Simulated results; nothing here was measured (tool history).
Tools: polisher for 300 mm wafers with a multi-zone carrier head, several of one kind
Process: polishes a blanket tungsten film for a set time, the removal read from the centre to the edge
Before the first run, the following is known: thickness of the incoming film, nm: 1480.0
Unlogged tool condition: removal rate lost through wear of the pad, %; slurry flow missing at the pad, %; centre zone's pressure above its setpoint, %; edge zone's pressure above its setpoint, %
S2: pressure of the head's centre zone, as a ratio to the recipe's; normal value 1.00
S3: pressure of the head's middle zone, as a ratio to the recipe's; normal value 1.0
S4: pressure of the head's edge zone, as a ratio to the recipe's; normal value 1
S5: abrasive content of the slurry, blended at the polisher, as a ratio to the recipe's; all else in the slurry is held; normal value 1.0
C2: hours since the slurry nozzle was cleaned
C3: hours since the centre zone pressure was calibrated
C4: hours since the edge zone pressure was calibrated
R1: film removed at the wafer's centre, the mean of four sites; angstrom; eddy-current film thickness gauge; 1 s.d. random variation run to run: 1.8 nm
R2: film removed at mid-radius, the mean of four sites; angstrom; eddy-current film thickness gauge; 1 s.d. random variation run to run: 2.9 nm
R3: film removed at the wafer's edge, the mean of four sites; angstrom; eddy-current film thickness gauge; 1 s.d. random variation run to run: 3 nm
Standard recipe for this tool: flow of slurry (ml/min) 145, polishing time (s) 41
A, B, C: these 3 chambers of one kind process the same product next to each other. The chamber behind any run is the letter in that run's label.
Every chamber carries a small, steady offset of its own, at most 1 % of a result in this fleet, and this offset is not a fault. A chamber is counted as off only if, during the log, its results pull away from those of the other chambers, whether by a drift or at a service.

run 1C hour=9.2 | flow_of_slurry_(ml/min)=145 S2=1.00 S3=1.0 S4=1 S5=1.0 polishing_time_(s)=41 | wafers_polished_on_this_pad=1097 C2=575.1 C3=1007.4 C4=456.1 | R1=2336.2 R2=2329.0 R3=2272.0
-- hour=12.1 chamber C: worn pad replaced by a new one
run 2B hour=14.7 | flow_of_slurry_(ml/min)=145 S2=1.00 S3=1.0 S4=1 S5=1.0 polishing_time_(s)=41 | wafers_polished_on_this_pad=1197 C2=125.1 C3=322.0 C4=339.2 | R1=2319.7 R2=2342.4 R3=2280.9
-- hour=17.8 chamber B: worn pad replaced by a new one
run 3A hour=24.2 | flow_of_slurry_(ml/min)=145 S2=1.00 S3=1.0 S4=1 S5=1.0 polishing_time_(s)=41 | wafers_polished_on_this_pad=528 C2=214.7 C3=234.9 C4=558.9 | R1=2304.6 R2=2349.0 R3=2339.6
run 4C hour=29.5 | flow_of_slurry_(ml/min)=145 S2=1.00 S3=1.0 S4=1 S5=1.0 polishing_time_(s)=41 | wafers_polished_on_this_pad=172 C2=595.4 C3=1027.7 C4=476.4 | R1=2332.3 R2=2266.5 R3=2275.2
-- hour=31.6 chamber C: slurry nozzle cleaned
run 5B hour=38.2 | flow_of_slurry_(ml/min)=145 S2=1.00 S3=1.0 S4=1 S5=1.0 polishing_time_(s)=41 | wafers_polished_on_this_pad=202 C2=148.6 C3=345.5 C4=362.7 | R1=2314.7 R2=2328.4 R3=2292.1
run 6A hour=44.6 | flow_of_slurry_(ml/min)=145 S2=1.00 S3=1.0 S4=1 S5=1.0 polishing_time_(s)=41 | wafers_polished_on_this_pad=730 C2=235.1 C3=255.3 C4=579.3 | R1=2298.6 R2=2324.5 R3=2264.5
run 7C hour=49.6 | flow_of_slurry_(ml/min)=145 S2=1.00 S3=1.0 S4=1 S5=1.0 polishing_time_(s)=41 | wafers_polished_on_this_pad=372 C2=18.1 C3=1047.8 C4=496.5 | R1=2300.4 R2=2307.8 R3=2293.6
run 8B hour=58.8 | flow_of_slurry_(ml/min)=145 S2=1.00 S3=1.0 S4=1 S5=1.0 polishing_time_(s)=41 | wafers_polished_on_this_pad=407 C2=169.2 C3=366.1 C4=383.3 | R1=2344.5 R2=2313.7 R3=2301.5
-- hour=59.6 chamber C: centre zone pressure recalibrated
run 9A hour=66.4 | flow_of_slurry_(ml/min)=145 S2=1.00 S3=1.0 S4=1 S5=1.0 polishing_time_(s)=41 | wafers_polished_on_this_pad=946 C2=256.9 C3=277.1 C4=601.1 | R1=2298.5 R2=2265.4 R3=2324.2
run 10C hour=72.9 | flow_of_slurry_(ml/min)=145 S2=1.00 S3=1.0 S4=1 S5=1.0 polishing_time_(s)=41 | wafers_polished_on_this_pad=603 C2=41.4 C3=13.4 C4=519.8 | R1=2356.7 R2=2314.9 R3=2292.7
run 11A hour=77.4 | flow_of_slurry_(ml/min)=145 S2=1.00 S3=1.0 S4=1 S5=1.0 polishing_time_(s)=41 | wafers_polished_on_this_pad=1055 C2=267.9 C3=288.1 C4=612.1 | R1=2230.9 R2=2266.9 R3=2325.0
run 12B hour=82.3 | flow_of_slurry_(ml/min)=145 S2=0.95 S3=1.0 S4=1 S5=1.0 polishing_time_(s)=41 | wafers_polished_on_this_pad=640 C2=192.7 C3=389.6 C4=406.8 | R1=2195.0 R2=2322.6 R3=2271.6
run 13A hour=87.0 | flow_of_slurry_(ml/min)=145 S2=0.95 S3=1.0 S4=1 S5=1.0 polishing_time_(s)=41 | wafers_polished_on_this_pad=1151 C2=277.5 C3=297.7 C4=621.7 | R1=2123.5 R2=2278.3 R3=2227.5
run 14C hour=96.6 | flow_of_slurry_(ml/min)=145 S2=0.95 S3=1.0 S4=1 S5=1.0 polishing_time_(s)=41 | wafers_polished_on_this_pad=838 C2=65.1 C3=37.1 C4=543.5 | R1=2216.4 R2=2331.2 R3=2275.3
run 15B hour=105.6 | flow_of_slurry_(ml/min)=145 S2=1.00 S3=1.0 S4=1 S5=1.0 polishing_time_(s)=41 | wafers_polished_on_this_pad=871 C2=216.0 C3=412.9 C4=430.1 | R1=2300.7 R2=2343.7 R3=2283.7
run 16B hour=111.5 | flow_of_slurry_(ml/min)=145 S2=1.00 S3=1.0 S4=1 S5=0.8 polishing_time_(s)=41 | wafers_polished_on_this_pad=929 C2=221.9 C3=418.8 C4=436.0 | R1=2158.2 R2=2160.7 R3=2125.9
-- hour=116.6 chamber C: worn pad replaced by a new one
run 17C hour=120.1 | flow_of_slurry_(ml/min)=145 S2=1.00 S3=1.0 S4=1 S5=0.8 polishing_time_(s)=41 | wafers_polished_on_this_pad=34 C2=88.6 C3=60.6 C4=567.0 | R1=2236.6 R2=2168.6 R3=2205.8
-- hour=120.3 chamber B: worn pad replaced by a new one
run 18A hour=126.1 | flow_of_slurry_(ml/min)=145 S2=1.00 S3=1.0 S4=1 S5=0.8 polishing_time_(s)=41 | wafers_polished_on_this_pad=1538 C2=316.6 C3=336.8 C4=660.8 | R1=2065.9 R2=2100.2 R3=2091.9
run 19B hour=135.7 | flow_of_slurry_(ml/min)=145 S2=1.00 S3=1.0 S4=1 S5=1.0 polishing_time_(s)=41 | wafers_polished_on_this_pad=153 C2=246.1 C3=443.0 C4=460.2 | R1=2351.4 R2=2291.9 R3=2301.4
run 20A hour=145.6 | flow_of_slurry_(ml/min)=145 S2=1.00 S3=1.0 S4=1 S5=1.0 polishing_time_(s)=41 | wafers_polished_on_this_pad=1732 C2=336.1 C3=356.3 C4=680.3 | R1=2179.3 R2=2212.0 R3=2217.9
run 21C hour=152.8 | flow_of_slurry_(ml/min)=145 S2=1.00 S3=1.0 S4=1 S5=1.0 polishing_time_(s)=41 | wafers_polished_on_this_pad=359 C2=121.3 C3=93.3 C4=599.7 | R1=2352.9 R2=2333.1 R3=2273.2
-- hour=155.0 chamber A: slurry nozzle cleaned
run 22B hour=159.4 | flow_of_slurry_(ml/min)=145 S2=1.00 S3=1.0 S4=1 S5=1.0 polishing_time_(s)=41 | wafers_polished_on_this_pad=388 C2=269.8 C3=466.7 C4=483.9 | R1=2320.1 R2=2314.7 R3=2292.1
run 23C hour=167.0 | flow_of_slurry_(ml/min)=145 S2=1.00 S3=1.0 S4=1 S5=1.0 polishing_time_(s)=41 | wafers_polished_on_this_pad=499 C2=135.5 C3=107.5 C4=613.9 | R1=2318.3 R2=2278.4 R3=2292.0
-- hour=172.7 chamber C: edge zone pressure recalibrated
run 24A hour=173.8 | flow_of_slurry_(ml/min)=145 S2=1.00 S3=1.1 S4=1 S5=1.0 polishing_time_(s)=49 | wafers_polished_on_this_pad=2011 C2=18.9 C3=384.5 C4=708.5 | R1=2530.7 R2=2759.8 R3=2584.8
run 25C hour=181.9 | flow_of_slurry_(ml/min)=145 S2=1.00 S3=1.1 S4=1 S5=1.0 polishing_time_(s)=49 | wafers_polished_on_this_pad=647 C2=150.4 C3=122.4 C4=9.3 | R1=2765.9 R2=3010.5 R3=2753.7
run 26B hour=187.6 | flow_of_slurry_(ml/min)=145 S2=1.00 S3=1.1 S4=1 S5=1.0 polishing_time_(s)=49 | wafers_polished_on_this_pad=667 C2=298.0 C3=494.9 C4=512.1 | R1=2798.1 R2=2984.1 R3=2791.5

Does one chamber stand apart from the rest, does the shared gauge drift, or is all well apart from small per-chamber offsets? Give the chamber and the most likely cause, where there is one.

It is chamber A that slowly wanders off from its peers.
Cause: removal rate lost through wear of the pad, % = 8.55.

Below are 4 candidate recipes for chamber A's next run, each the usual settings with a change, their results shown as question marks. Which of them brings A's results back in line with what the other chambers give on the usual settings?
Maximum distance from the other chambers' mean on the usual settings for a result to count as in line: R1 64.0 angstrom; R2 100.0 angstrom; R3 100.0 angstrom
run 27A-1 hour=194.7 | flow_of_slurry_(ml/min)=150 S2=1.01 S3=1.0 S4=1 S5=1.0 polishing_time_(s)=44 | R1=? R2=? R3=?
run 27A-2 hour=194.7 | flow_of_slurry_(ml/min)=140 S2=0.99 S3=1.0 S4=1 S5=1.0 polishing_time_(s)=38 | R1=? R2=? R3=?
run 27A-3 hour=194.7 | flow_of_slurry_(ml/min)=145 S2=1.01 S3=1.0 S4=1 S5=1.0 polishing_time_(s)=42 | R1=? R2=? R3=?
run 27A-4 hour=194.7 | flow_of_slurry_(ml/min)=145 S2=0.99 S3=1.0 S4=1 S5=1.0 polishing_time_(s)=40 | R1=? R2=? R3=?

The mean the other chambers reach with the usual settings: R1 2323.1 angstrom; R2 2302.3 angstrom; R3 2294.8 angstrom
run=27A-1 R1=2299.2 R2=2273.0 R3=2275.3
run=27A-2 R1=1912.1 R2=1936.4 R3=1945.6
run=27A-3 R1=2178.2 R2=2155.3 R3=2161.5
run=27A-4 R1=2029.1 R2=2052.9 R3=2058.6
Change 27A-1 lands the chamber within the allowed miss of the other chambers.
